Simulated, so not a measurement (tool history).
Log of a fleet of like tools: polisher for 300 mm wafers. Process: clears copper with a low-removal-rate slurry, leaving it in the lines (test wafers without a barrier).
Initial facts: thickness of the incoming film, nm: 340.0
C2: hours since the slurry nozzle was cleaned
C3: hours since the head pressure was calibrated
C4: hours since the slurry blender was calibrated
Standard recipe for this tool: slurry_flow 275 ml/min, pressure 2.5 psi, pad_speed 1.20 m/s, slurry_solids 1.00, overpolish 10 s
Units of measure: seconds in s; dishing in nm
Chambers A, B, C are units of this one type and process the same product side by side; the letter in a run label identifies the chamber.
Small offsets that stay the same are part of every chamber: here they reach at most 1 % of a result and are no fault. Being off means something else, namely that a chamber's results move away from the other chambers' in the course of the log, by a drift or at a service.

Run 1C, hour 14.5: usual settings; wafers polished on this pad 505; C2 220.3; C3 51.6; C4 85.6. Result: seconds 111.490 s, dishing 20.273 nm.
Run 2B, hour 20.9: usual settings; wafers polished on this pad 697; C2 152.3; C3 645.4; C4 62.4. Result: seconds 109.340 s, dishing 20.980 nm.
Run 3A, hour 29.4: usual settings; wafers polished on this pad 1010; C2 363.4; C3 52.4; C4 231.4. Result: seconds 110.260 s, dishing 20.178 nm.
At hour 34.3: chamber B: worn pad replaced by a new one.
Run 4A, hour 35.7: usual settings; wafers polished on this pad 1066; C2 369.7; C3 58.7; C4 237.7. Result: seconds 110.290 s, dishing 20.609 nm.
Run 5B, hour 45.2: usual settings; wafers polished on this pad 96; C2 176.6; C3 669.7; C4 86.7. Result: seconds 110.950 s, dishing 21.036 nm.
Run 6C, hour 58.4: usual settings; wafers polished on this pad 891; C2 264.2; C3 95.5; C4 129.5. Result: seconds 110.680 s, dishing 20.564 nm.
Run 7C, hour 65.4: usual settings; wafers polished on this pad 953; C2 271.2; C3 102.5; C4 136.5. Result: seconds 109.580 s, dishing 19.819 nm.
At hour 71.9: chamber C: worn pad replaced by a new one.
At hour 72.7: chamber A: worn pad replaced by a new one.
Run 8B, hour 74.8: usual settings; wafers polished on this pad 357; C2 206.2; C3 699.3; C4 116.3. Result: seconds 110.630 s, dishing 20.918 nm.
At hour 78.5: chamber B: slurry blender recalibrated.
At hour 79.5: chamber C: slurry nozzle cleaned.
Run 9A, hour 87.5: usual settings; wafers polished on this pad 130; C2 421.5; C3 110.5; C4 289.5. Result: seconds 110.800 s, dishing 20.812 nm.
Run 10A, hour 101.2: usual settings; wafers polished on this pad 251; C2 435.2; C3 124.2; C4 303.2. Result: seconds 109.530 s, dishing 19.811 nm.
At hour 107.4: chamber C: slurry blender recalibrated.
Run 11B, hour 110.9: usual settings; wafers polished on this pad 675; C2 242.3; C3 735.4; C4 32.4. Result: seconds 111.970 s, dishing 20.197 nm.
At hour 121.4: chamber A: slurry blender recalibrated.
Run 12C, hour 125.2: usual settings; wafers polished on this pad 469; C2 45.8; C3 162.3; C4 17.9. Result: seconds 112.060 s, dishing 19.994 nm.
Run 13A, hour 132.2: usual settings; wafers polished on this pad 524; C2 466.2; C3 155.2; C4 10.8. Result: seconds 111.390 s, dishing 19.539 nm.
At hour 139.3: chamber B: worn pad replaced by a new one.
Run 14B, hour 142.2: usual settings; wafers polished on this pad 25; C2 273.6; C3 766.7; C4 63.7. Result: seconds 111.010 s, dishing 20.709 nm.
Run 15C, hour 154.4: usual settings but slurry_flow 225 ml/min, slurry_solids 1.25; wafers polished on this pad 727; C2 75.0; C3 191.5; C4 47.1. Result: seconds 107.990 s, dishing 21.029 nm.
Run 16C, hour 167.0: usual settings but slurry_flow 225 ml/min, slurry_solids 1.25; wafers polished on this pad 838; C2 87.6; C3 204.1; C4 59.7. Result: seconds 105.960 s, dishing 20.827 nm.
At hour 174.6: chamber B: slurry blender recalibrated.
Run 17B, hour 175.2: usual settings but slurry_flow 225 ml/min, slurry_solids 1.25; wafers polished on this pad 316; C2 306.6; C3 799.7; C4 0.7. Result: seconds 106.740 s, dishing 21.480 nm.
Run 18A, hour 186.9: usual settings; wafers polished on this pad 1006; C2 520.9; C3 209.9; C4 65.5. Result: seconds 109.690 s, dishing 19.856 nm.
At hour 194.5: chamber C: worn pad replaced by a new one.
Run 19B, hour 198.4: usual settings but pad_speed 1.38 m/s, overpolish 14 s; wafers polished on this pad 520; C2 329.8; C3 822.9; C4 23.9. Result: seconds 97.491 s, dishing 29.262 nm.
Run 20C, hour 205.7: usual settings but pad_speed 1.38 m/s, overpolish 14 s; wafers polished on this pad 99; C2 126.3; C3 242.8; C4 98.4. Result: seconds 93.975 s, dishing 29.385 nm.
Run 21A, hour 215.2: usual settings but pad_speed 1.38 m/s, overpolish 14 s; wafers polished on this pad 1255; C2 549.2; C3 238.2; C4 93.8. Result: seconds 97.144 s, dishing 29.659 nm.
At hour 226.7: chamber B: worn pad replaced by a new one.
Run 22C, hour 229.4: usual settings; wafers polished on this pad 307; C2 150.0; C3 266.5; C4 122.1. Result: seconds 110.620 s, dishing 20.715 nm.
At hour 238.1: chamber A: worn pad replaced by a new one.
Run 23A, hour 243.1: usual settings; wafers polished on this pad 44; C2 577.1; C3 266.1; C4 121.7. Result: seconds 111.810 s, dishing 20.676 nm.
At hour 244.1: chamber C: slurry blender recalibrated.
Run 24B, hour 252.2: usual settings; wafers polished on this pad 224; C2 383.6; C3 876.7; C4 77.7. Result: seconds 109.850 s, dishing 20.530 nm.
Run 25C, hour 265.8: usual settings; wafers polished on this pad 628; C2 186.4; C3 302.9; C4 21.8. Result: seconds 110.980 s, dishing 20.503 nm.
Run 26B, hour 275.6: usual settings; wafers polished on this pad 430; C2 407.0; C3 900.1; C4 101.1. Result: seconds 112.110 s, dishing 20.370 nm.
At hour 286.9: chamber A: slurry nozzle cleaned.
At hour 288.5: chamber B: slurry blender recalibrated.
Run 27A, hour 288.5: usual settings; wafers polished on this pad 443; C2 1.7; C3 311.5; C4 167.1. Result: seconds 111.550 s, dishing 20.372 nm.
Run 28A, hour 295.3: usual settings; wafers polished on this pad 503; C2 8.5; C3 318.3; C4 173.9. Result: seconds 110.860 s, dishing 20.789 nm.
Run 29B, hour 308.1: usual settings; wafers polished on this pad 716; C2 439.5; C3 932.6; C4 19.7. Result: seconds 111.990 s, dishing 20.169 nm.
Run 30C, hour 317.0: usual settings; wafers polished on this pad 1079; C2 237.6; C3 354.1; C4 73.0. Result: seconds 111.550 s, dishing 19.999 nm.
At hour 319.8: chamber B: worn pad replaced by a new one.
At hour 327.0: chamber C: worn pad replaced by a new one.
Run 31B, hour 330.8: usual settings; wafers polished on this pad 97; C2 462.2; C3 955.3; C4 42.4. Result: seconds 109.880 s, dishing 20.156 nm.
Run 32A, hour 341.4: usual settings; wafers polished on this pad 909; C2 54.6; C3 364.4; C4 220.0. Result: seconds 110.750 s, dishing 20.270 nm.
Run 33C, hour 353.3: usual settings; wafers polished on this pad 232; C2 273.9; C3 390.4; C4 109.3. Result: seconds 110.130 s, dishing 20.568 nm.
Run 34A, hour 359.8: usual settings; wafers polished on this pad 1071; C2 73.0; C3 382.8; C4 238.4. Result: seconds 111.600 s, dishing 20.040 nm.
Run 35B, hour 366.2: usual settings; wafers polished on this pad 409; C2 497.6; C3 990.7; C4 77.8. Result: seconds 111.040 s, dishing 20.277 nm.
At hour 366.3: chamber C: slurry nozzle cleaned.
Run 36C, hour 380.3: usual settings; wafers polished on this pad 469; C2 14.0; C3 417.4; C4 136.3. Result: seconds 111.000 s, dishing 20.582 nm.
Run 37C, hour 389.2: usual settings; wafers polished on this pad 548; C2 22.9; C3 426.3; C4 145.2. Result: seconds 110.180 s, dishing 19.812 nm.
At hour 389.9: chamber A: worn pad replaced by a new one.
At hour 399.2: chamber C: slurry blender recalibrated.
At hour 400.6: chamber B: worn pad replaced by a new one.
Run 38A, hour 402.2: usual settings; wafers polished on this pad 108; C2 115.4; C3 425.2; C4 280.8. Result: seconds 112.220 s, dishing 20.695 nm.
At hour 410.3: chamber A: slurry blender recalibrated.
At hour 412.1: chamber B: slurry blender recalibrated.
Run 39B, hour 415.7: usual settings; wafers polished on this pad 133; C2 547.1; C3 1040.2; C4 3.7. Result: seconds 110.740 s, dishing 20.548 nm.
Run 40A, hour 425.8: usual settings; wafers polished on this pad 316; C2 139.0; C3 448.8; C4 15.6. Result: seconds 112.070 s, dishing 20.828 nm.
Run 41B, hour 437.2: usual settings; wafers polished on this pad 322; C2 568.6; C3 1061.7; C4 25.2. Result: seconds 109.580 s, dishing 20.241 nm.
At hour 443.2: chamber C: worn pad replaced by a new one.
Run 42C, hour 450.1: usual settings; wafers polished on this pad 60; C2 83.8; C3 487.2; C4 51.0. Result: seconds 110.880 s, dishing 20.614 nm.
Run 43B, hour 459.3: usual settings; wafers polished on this pad 517; C2 590.7; C3 1083.8; C4 47.3. Result: seconds 112.690 s, dishing 20.261 nm.

Each of the 3 chambers runs these same settings next. Fill in every chamber's results:
Run 44A, hour 469.7: usual settings. Result: seconds ?, dishing ?.
Run 44B, hour 469.7: usual settings. Result: seconds ?, dishing ?.
Run 44C, hour 469.7: usual settings. Result: seconds ?, dishing ?.

run  seconds  dishing
44A  112.110   20.321
44B  112.250   20.465
44C  110.320   20.399
